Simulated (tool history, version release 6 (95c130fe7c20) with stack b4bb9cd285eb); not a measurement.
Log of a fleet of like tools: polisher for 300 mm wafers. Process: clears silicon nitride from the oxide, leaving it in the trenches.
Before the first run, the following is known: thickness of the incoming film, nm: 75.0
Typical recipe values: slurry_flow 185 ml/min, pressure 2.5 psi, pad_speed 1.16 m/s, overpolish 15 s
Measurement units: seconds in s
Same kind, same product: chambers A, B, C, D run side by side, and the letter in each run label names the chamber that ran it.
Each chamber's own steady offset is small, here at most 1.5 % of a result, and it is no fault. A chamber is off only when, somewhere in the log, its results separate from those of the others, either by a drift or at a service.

run 1A hour=8.5 | slurry_flow=185 pressure=2.5 pad_speed=1.16 overpolish=15 | seconds=76.026
run 2B hour=15.8 | slurry_flow=185 pressure=2.5 pad_speed=1.16 overpolish=15 | seconds=76.729
run 3D hour=21.8 | slurry_flow=185 pressure=2.5 pad_speed=1.16 overpolish=15 | seconds=75.33
-- hour=30 chamber C: worn pad replaced by a new one
run 4C hour=31.3 | slurry_flow=185 pressure=2.5 pad_speed=1.16 overpolish=15 | seconds=75.312
run 5D hour=39.5 | slurry_flow=185 pressure=2.5 pad_speed=1.16 overpolish=15 | seconds=75.864
-- hour=40.7 chamber B: slurry nozzle cleaned
run 6A hour=46.8 | slurry_flow=185 pressure=2.5 pad_speed=1.16 overpolish=15 | seconds=76.936
-- hour=47.1 chamber B: worn pad replaced by a new one
-- hour=51.7 chamber D: slurry nozzle cleaned
run 7B hour=56.6 | slurry_flow=185 pressure=2.5 pad_speed=1.16 overpolish=15 | seconds=76.477
run 8C hour=65.4 | slurry_flow=185 pressure=2.5 pad_speed=1.16 overpolish=15 | seconds=76.385
-- hour=65.5 chamber A: worn pad replaced by a new one
run 9A hour=72.7 | slurry_flow=185 pressure=2.5 pad_speed=1.16 overpolish=15 | seconds=76.986
run 10C hour=77.9 | slurry_flow=185 pressure=2.5 pad_speed=1.16 overpolish=15 | seconds=74.825
run 11B hour=88.6 | slurry_flow=185 pressure=2.5 pad_speed=1.16 overpolish=15 | seconds=76.051
run 12D hour=95.9 | slurry_flow=185 pressure=2.5 pad_speed=1.16 overpolish=15 | seconds=75.554
-- hour=96.7 chamber D: worn pad replaced by a new one
run 13D hour=107.1 | slurry_flow=185 pressure=2.5 pad_speed=1.16 overpolish=15 | seconds=75.183
run 14B hour=116.1 | slurry_flow=185 pressure=2.5 pad_speed=1.16 overpolish=15 | seconds=77.819
run 15A hour=122.9 | slurry_flow=185 pressure=2.5 pad_speed=1.16 overpolish=15 | seconds=78.729
run 16C hour=129 | slurry_flow=185 pressure=2.5 pad_speed=1.16 overpolish=15 | seconds=75.245
-- hour=130.9 chamber B: worn pad replaced by a new one
run 17C hour=137.6 | slurry_flow=185 pressure=2.5 pad_speed=1.16 overpolish=15 | seconds=76.179
run 18A hour=147.7 | slurry_flow=185 pressure=2.5 pad_speed=1.16 overpolish=15 | seconds=77.428
run 19D hour=152.5 | slurry_flow=185 pressure=2.5 pad_speed=1.16 overpolish=15 | seconds=74.618
-- hour=159 chamber C: worn pad replaced by a new one
run 20B hour=160.6 | slurry_flow=185 pressure=2.5 pad_speed=1.16 overpolish=15 | seconds=78.556
run 21B hour=171.3 | slurry_flow=185 pressure=3 pad_speed=1.16 overpolish=15 | seconds=67.506
run 22D hour=176.9 | slurry_flow=185 pressure=3 pad_speed=1.16 overpolish=15 | seconds=62.055
run 23A hour=185.1 | slurry_flow=185 pressure=3 pad_speed=1.16 overpolish=15 | seconds=63.139
-- hour=188.7 chamber A: worn pad replaced by a new one
run 24C hour=195.8 | slurry_flow=185 pressure=3 pad_speed=1.16 overpolish=15 | seconds=62.991
-- hour=196 chamber D: worn pad replaced by a new one
-- hour=201.1 chamber D: head pressure recalibrated
run 25A hour=206 | slurry_flow=185 pressure=2.5 pad_speed=1.16 overpolish=15 | seconds=77.903
-- hour=211.7 chamber B: worn pad replaced by a new one
run 26B hour=215.1 | slurry_flow=185 pressure=2.5 pad_speed=1.16 overpolish=15 | seconds=84.671
-- hour=223.3 chamber C: head pressure recalibrated
run 27C hour=223.6 | slurry_flow=185 pressure=2.5 pad_speed=1.16 overpolish=15 | seconds=77.536
run 28D hour=232.4 | slurry_flow=220 pressure=2.5 pad_speed=1.16 overpolish=22 | seconds=75.399
run 29D hour=241.7 | slurry_flow=220 pressure=2.5 pad_speed=1.16 overpolish=22 | seconds=74.63
-- hour=244.1 chamber C: slurry nozzle cleaned
run 30B hour=247.9 | slurry_flow=220 pressure=2.5 pad_speed=1.16 overpolish=22 | seconds=84.829
run 31C hour=254.9 | slurry_flow=220 pressure=2.5 pad_speed=1.16 overpolish=22 | seconds=75.172

Decide between three cases: one chamber stands off from its peers, the gauge reading all wafers drifts, or nothing is wrong past each chamber's small offset. Where a chamber is off, say which and what most likely put it there.

Little by little, chamber B moves away from the other chambers.
Likeliest cause: head's pressure below its setpoint, % = 12.6.

Below are 4 candidate recipes for chamber B's next run, each the usual settings with a change, their results shown as question marks. Which of them brings B's results back in line with what the other chambers give on the usual settings?
In line means no further than this from the other chambers' mean on the usual settings: seconds 2.5 s
run 32B-1 hour=262.9 | slurry_flow=185 pressure=2.5 pad_speed=1.24 overpolish=15 | seconds=?
run 32B-2 hour=262.9 | slurry_flow=185 pressure=2.7 pad_speed=1.24 overpolish=15 | seconds=?
run 32B-3 hour=262.9 | slurry_flow=185 pressure=2.4 pad_speed=1.12 overpolish=15 | seconds=?
run 32B-4 hour=262.9 | slurry_flow=185 pressure=2.2 pad_speed=1.16 overpolish=15 | seconds=?

What the other chambers average on the usual settings: seconds 76.463 s
run=32B-1 seconds=82.501
run=32B-2 seconds=76.431
run=32B-3 seconds=95.109
run=32B-4 seconds=100.11
It is 32B-2 that realigns the chamber with its peers.
